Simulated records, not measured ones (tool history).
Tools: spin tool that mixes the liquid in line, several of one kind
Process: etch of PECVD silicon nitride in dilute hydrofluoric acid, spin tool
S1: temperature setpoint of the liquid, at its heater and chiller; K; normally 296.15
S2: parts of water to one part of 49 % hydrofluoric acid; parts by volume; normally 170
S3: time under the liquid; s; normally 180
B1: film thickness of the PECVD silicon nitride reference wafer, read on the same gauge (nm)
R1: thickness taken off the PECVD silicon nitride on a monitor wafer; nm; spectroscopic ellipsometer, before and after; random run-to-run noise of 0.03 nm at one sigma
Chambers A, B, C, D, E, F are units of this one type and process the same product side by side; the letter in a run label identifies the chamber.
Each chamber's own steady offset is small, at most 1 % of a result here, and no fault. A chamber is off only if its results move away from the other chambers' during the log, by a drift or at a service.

run 1F day=0.104 | S1=296.15 S2=170 S3=180 | B1=50.055 | R1=1.73570
run 2B day=0.212 | S1=296.15 S2=170 S3=180 | B1=50.007 | R1=1.74000
run 3A day=0.358 | S1=296.15 S2=170 S3=180 | B1=50.002 | R1=1.74160
run 4D day=0.488 | S1=296.15 S2=170 S3=180 | B1=50.014 | R1=1.79030
-- day=0.608 chamber A: hydrofluoric acid flow meter replaced
run 5E day=0.671 | S1=296.15 S2=170 S3=180 | B1=49.999 | R1=1.74070
run 6C day=0.771 | S1=296.15 S2=170 S3=180 | B1=50.027 | R1=1.73480
run 7E day=0.942 | S1=296.15 S2=170 S3=180 | B1=50.025 | R1=1.69570
run 8D day=1.075 | S1=296.15 S2=170 S3=180 | B1=49.978 | R1=1.72110
run 9A day=1.258 | S1=296.15 S2=170 S3=180 | B1=50.045 | R1=1.63880
run 10F day=1.392 | S1=296.15 S2=170 S3=180 | B1=50.006 | R1=1.72010
run 11C day=1.504 | S1=296.15 S2=170 S3=180 | B1=50.004 | R1=1.70320
run 12B day=1.658 | S1=296.15 S2=170 S3=180 | B1=50.020 | R1=1.66390
run 13A day=1.779 | S1=296.15 S2=170 S3=180 | B1=49.946 | R1=1.72000
run 14F day=1.888 | S1=296.15 S2=170 S3=180 | B1=50.025 | R1=1.71450
run 15B day=1.975 | S1=296.15 S2=170 S3=180 | B1=50.029 | R1=1.72070
run 16E day=2.129 | S1=296.15 S2=170 S3=180 | B1=49.929 | R1=1.73510
run 17C day=2.212 | S1=296.15 S2=170 S3=180 | B1=49.985 | R1=1.64340
run 18D day=2.325 | S1=296.15 S2=170 S3=180 | B1=50.041 | R1=1.73050
run 19E day=2.458 | S1=296.15 S2=170 S3=180 | B1=49.966 | R1=1.66370
run 20A day=2.562 | S1=296.15 S2=170 S3=180 | B1=49.966 | R1=1.68270
run 21F day=2.692 | S1=296.15 S2=170 S3=180 | B1=49.959 | R1=1.67970
run 22D day=2.821 | S1=296.15 S2=170 S3=180 | B1=50.024 | R1=1.72870
run 23C day=2.988 | S1=296.15 S2=170 S3=180 | B1=50.016 | R1=1.67810
run 24B day=3.104 | S1=293.65 S2=115 S3=180 | B1=50.044 | R1=2.17150
run 25E day=3.267 | S1=293.65 S2=115 S3=180 | B1=49.999 | R1=2.12150
run 26D day=3.392 | S1=293.65 S2=115 S3=180 | B1=49.979 | R1=2.10310
run 27F day=3.512 | S1=293.65 S2=115 S3=180 | B1=50.028 | R1=2.13660
run 28A day=3.692 | S1=293.65 S2=115 S3=180 | B1=49.992 | R1=2.08990
run 29B day=3.829 | S1=293.65 S2=115 S3=180 | B1=50.026 | R1=2.15420
run 30C day=3.958 | S1=296.15 S2=170 S3=180 | B1=49.988 | R1=1.76270
run 31A day=4.142 | S1=298.65 S2=170 S3=80 | B1=50.009 | R1=0.85887
run 32B day=4.225 | S1=298.65 S2=170 S3=80 | B1=49.996 | R1=0.90383
run 33D day=4.333 | S1=298.65 S2=170 S3=80 | B1=50.074 | R1=0.89632
run 34E day=4.500 | S1=298.65 S2=170 S3=80 | B1=50.020 | R1=0.88775
run 35C day=4.638 | S1=298.65 S2=170 S3=80 | B1=49.973 | R1=0.93404
run 36F day=4.738 | S1=298.65 S2=170 S3=80 | B1=50.039 | R1=0.89466
run 37C day=4.908 | S1=293.15 S2=170 S3=115 | B1=50.000 | R1=0.89284
run 38D day=5.050 | S1=293.15 S2=170 S3=115 | B1=49.980 | R1=0.90292
run 39A day=5.142 | S1=293.15 S2=170 S3=115 | B1=50.001 | R1=0.87923
run 40E day=5.275 | S1=293.15 S2=170 S3=115 | B1=49.975 | R1=0.90004

Read the log: is a single chamber off, either drifting away or since a service, is the gauge that measures every chamber drifting, or is nothing wrong beyond small per-chamber offsets? Name any odd chamber and what most likely caused it.

Beyond each chamber's small constant offset nothing stands out, and the gauge stays steady.

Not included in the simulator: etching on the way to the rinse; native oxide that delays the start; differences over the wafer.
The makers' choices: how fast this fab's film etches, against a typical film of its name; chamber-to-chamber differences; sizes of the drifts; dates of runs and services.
